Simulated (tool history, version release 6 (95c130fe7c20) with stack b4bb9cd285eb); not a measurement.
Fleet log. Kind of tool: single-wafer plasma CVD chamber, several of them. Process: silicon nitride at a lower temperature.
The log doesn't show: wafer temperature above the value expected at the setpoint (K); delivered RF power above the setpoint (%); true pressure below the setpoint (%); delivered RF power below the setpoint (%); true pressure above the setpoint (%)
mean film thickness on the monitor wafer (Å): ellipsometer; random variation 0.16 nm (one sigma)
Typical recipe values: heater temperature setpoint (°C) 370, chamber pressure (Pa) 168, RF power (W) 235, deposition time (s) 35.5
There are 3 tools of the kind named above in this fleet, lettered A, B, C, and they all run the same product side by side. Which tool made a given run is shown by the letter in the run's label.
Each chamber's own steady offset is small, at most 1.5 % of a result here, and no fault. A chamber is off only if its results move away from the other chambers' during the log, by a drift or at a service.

run,hour,heater temperature setpoint (°C),chamber pressure (Pa),RF power (W),deposition time (s),hours since the last thermocouple change,hours since the last RF generator calibration,hours since the last manometer calibration,"read-back reference wafer on the same gauge, thickness_nm",mean film thickness on the monitor wafer (Å)
1B,5.7,370,168,235,35.5,405.3,420.1,252.9,36.610,325.29
2C,11.8,370,168,235,35.5,921.6,1005.4,2207.4,36.605,326.53
3A,15.9,370,168,235,35.5,1105.7,1727.7,555.5,36.593,331.63
4C,19.5,370,168,235,35.5,929.3,1013.1,2215.1,36.665,324.57
5A,24.5,370,168,235,35.5,1114.3,1736.3,564.1,36.578,329.25
6B,30.5,370,168,235,35.5,430.1,444.9,277.7,36.605,325.98
7C,35.4,370,168,235,35.5,945.2,1029.0,2231.0,36.650,330.86
8B,40.1,370,168,235,35.5,439.7,454.5,287.3,36.590,326.32
9A,46.6,370,168,235,35.5,1136.4,1758.4,586.2,36.648,328.83
10B,53.3,370,168,235,35.5,452.9,467.7,300.5,36.573,328.03
11C,60.1,370,168,235,35.5,969.9,1053.7,2255.7,36.639,330.70
12A,66.9,370,168,235,35.5,1156.7,1778.7,606.5,36.624,333.06
13C,70.1,370,168,235,35.5,979.9,1063.7,2265.7,36.628,329.15
14B,75.1,365,168,200,35.5,474.7,489.5,322.3,36.607,292.63
15A,81.4,365,168,200,35.5,1171.2,1793.2,621.0,36.579,290.74
16C,85.8,365,168,200,35.5,995.6,1079.4,2281.4,36.586,291.34
17B,92.5,370,168,235,35.5,492.1,506.9,339.7,36.615,326.34
18A,96.8,370,168,235,35.5,1186.6,1808.6,636.4,36.554,326.96
19A,103.7,370,168,235,35.5,1193.5,1815.5,643.3,36.566,330.58
20B,110.0,370,168,235,40.5,509.6,524.4,357.2,36.572,371.69
# hour 113.9: chamber C: thermocouple changed; heater temperature recalibrated
21C,115.4,370,168,235,40.5,1.5,1109.0,2311.0,36.624,373.43

Next, all 3 chambers run the settings below, one line each with question marks for the results. What does each chamber give?
22A,120.3,370,168,235,35.5,,,,,?
22B,120.3,370,168,235,35.5,,,,,?
22C,120.3,370,168,235,35.5,,,,,?

run,mean film thickness on the monitor wafer (Å)
22A,328.19
22B,328.73
22C,327.87

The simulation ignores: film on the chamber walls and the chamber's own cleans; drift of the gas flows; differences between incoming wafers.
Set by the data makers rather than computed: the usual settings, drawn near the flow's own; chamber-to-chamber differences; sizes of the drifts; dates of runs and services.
